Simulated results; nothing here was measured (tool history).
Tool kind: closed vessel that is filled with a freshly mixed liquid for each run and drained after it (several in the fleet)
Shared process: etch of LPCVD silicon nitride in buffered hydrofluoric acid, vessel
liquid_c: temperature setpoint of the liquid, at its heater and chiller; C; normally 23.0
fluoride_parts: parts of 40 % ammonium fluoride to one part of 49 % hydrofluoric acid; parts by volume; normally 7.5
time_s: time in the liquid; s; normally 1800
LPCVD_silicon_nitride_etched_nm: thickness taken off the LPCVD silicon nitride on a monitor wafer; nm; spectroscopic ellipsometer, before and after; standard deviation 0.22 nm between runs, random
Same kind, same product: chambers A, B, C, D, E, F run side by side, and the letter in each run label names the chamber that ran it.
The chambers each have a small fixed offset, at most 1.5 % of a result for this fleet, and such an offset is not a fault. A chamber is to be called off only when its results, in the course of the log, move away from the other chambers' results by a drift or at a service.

run   hour  liquid_c  fluoride_parts  time_s  hours since the thermometer was replaced  hours since the hydrofluoric acid flow meter was replaced  read-back film thickness of the LPCVD silicon nitride reference wafer, read on the same gauge (nm)  LPCVD_silicon_nitride_etched_nm
 1B    4.7      23.0             7.5    1800                                     189.4                                                      586.0                                                                                              99.954                           31.529
 2C    8.8      23.0             7.5    1800                                     845.1                                                     1036.2                                                                                              99.972                           30.881
 3A   13.1      23.0             7.5    1800                                    1981.7                                                     1349.3                                                                                              99.986                           31.200
 4D   17.3      23.0             7.5    1800                                    2552.7                                                      361.0                                                                                              99.984                           31.602
 5F   20.2      23.0             7.5    1800                                      91.8                                                       68.9                                                                                             100.010                           31.907
 6E   26.3      23.0            10.5    1055                                     249.2                                                     1651.4                                                                                              99.998                           13.571
 7C   32.1      23.0            10.5    1055                                     868.4                                                     1059.5                                                                                              99.992                           13.203
 8B   37.9      23.0            10.5    1055                                     222.6                                                      619.2                                                                                              99.992                           13.533
 9A   41.3      23.0            10.5    1055                                    2009.9                                                     1377.5                                                                                             100.000                           13.400
10F   47.3      23.0            10.5    1055                                     118.9                                                       96.0                                                                                              99.995                           13.495
11D   52.5      23.0            10.5    1055                                    2587.9                                                      396.2                                                                                             100.010                           13.397
12E   58.3      23.0             7.5    1800                                     281.2                                                     1683.4                                                                                             100.010                           31.420
13D   62.5      19.0             7.5    2570                                    2597.9                                                      406.2                                                                                             100.020                           35.829
14F   65.4      19.0             7.5    2570                                     137.0                                                      114.1                                                                                              99.996                           36.050
15E   71.4      19.0             7.5    2570                                     294.3                                                     1696.5                                                                                              99.990                           35.869
16A   77.2      19.0             7.5    2570                                    2045.8                                                     1413.4                                                                                              99.996                           35.959
17C   83.3      19.0             7.5    2570                                     919.6                                                     1110.7                                                                                              99.973                           35.387
18B   88.8      19.0             7.5    2570                                     273.5                                                      670.1                                                                                             100.020                           36.031
19F   91.8      23.0             7.5    1800                                     163.4                                                      140.5                                                                                             100.000                           31.712
20B   95.3      23.0             7.5    1800                                     280.0                                                      676.6                                                                                              99.962                           31.812
21A  100.2      23.0             7.5    1800                                    2068.8                                                     1436.4                                                                                             100.010                           31.323
22D  104.5      23.0             7.5    1800                                    2639.9                                                      448.2                                                                                             100.000                           31.353
23E  108.4      19.0            10.5    1800                                     331.3                                                     1733.5                                                                                             100.030                           18.313
24C  111.4      19.0            10.5    1800                                     947.7                                                     1138.8                                                                                             100.010                           18.170
25F  115.8      19.0            10.5    1800                                     187.4                                                      164.5                                                                                             100.000                           18.615
26C  118.7      19.0            10.5    1800                                     955.0                                                     1146.1                                                                                              99.985                           18.305
27D  123.7      19.0            10.5    1800                                    2659.1                                                      467.4                                                                                              99.975                           18.434
28B  128.2      19.0            10.5    1800                                     312.9                                                      709.5                                                                                              99.976                           18.512
29E  133.6      23.0             7.5    1800                                     356.5                                                     1758.7                                                                                             100.030                           31.179
30A  138.4      23.0             7.5    1800                                    2107.0                                                     1474.6                                                                                             100.030                           31.540
31D  144.3      26.5             7.5    1295                                    2679.7                                                      488.0                                                                                              99.997                           27.485
32C  149.3      26.5             7.5    1295                                     985.6                                                     1176.7                                                                                             100.010                           27.184
33F  155.5      26.5             7.5    1295                                     227.1                                                      204.2                                                                                              99.997                           27.465
34A  159.2      26.5             7.5    1295                                    2127.8                                                     1495.4                                                                                              99.989                           27.094
35B  162.5      26.5             7.5    1295                                     347.2                                                      743.8                                                                                              99.975                           27.322
36E  166.5      26.5             7.5    1295                                     389.4                                                     1791.6                                                                                              99.990                           27.035
37C  170.2      23.0             7.5    1800                                    1006.5                                                     1197.6                                                                                              99.987                           31.109
38D  175.0      21.5             7.5    1800                                    2710.4                                                      518.7                                                                                             100.010                           28.671
39F  179.8      21.5             7.5    1800                                     251.4                                                      228.5                                                                                              99.997                           28.962
40E  183.0      21.5             7.5    1800                                     405.9                                                     1808.1                                                                                             100.010                           28.540
41A  188.5      21.5             7.5    1800                                    2157.1                                                     1524.7                                                                                              99.989                           28.966
42B  193.6      21.5             7.5    1800                                     378.3                                                      774.9                                                                                             100.010                           29.076
43F  198.4      21.5             7.5    1800                                     270.0                                                      247.1                                                                                              99.982                           29.128
44E  203.0      23.0             7.5    1800                                     425.9                                                     1828.1                                                                                             100.020                           31.371

For the next run the whole fleet of 6 chambers uses the same settings. Give each chamber's results:
45A  207.5      23.0             7.5     920                                                                                                                                                                                                                                         ?
45B  207.5      23.0             7.5     920                                                                                                                                                                                                                                         ?
45C  207.5      23.0             7.5     920                                                                                                                                                                                                                                         ?
45D  207.5      23.0             7.5     920                                                                                                                                                                                                                                         ?
45E  207.5      23.0             7.5     920                                                                                                                                                                                                                                         ?
45F  207.5      23.0             7.5     920                                                                                                                                                                                                                                         ?

run  LPCVD_silicon_nitride_etched_nm
45A                           15.938
45B                           16.248
45C                           16.039
45D                           16.079
45E                           15.811
45F                           15.991
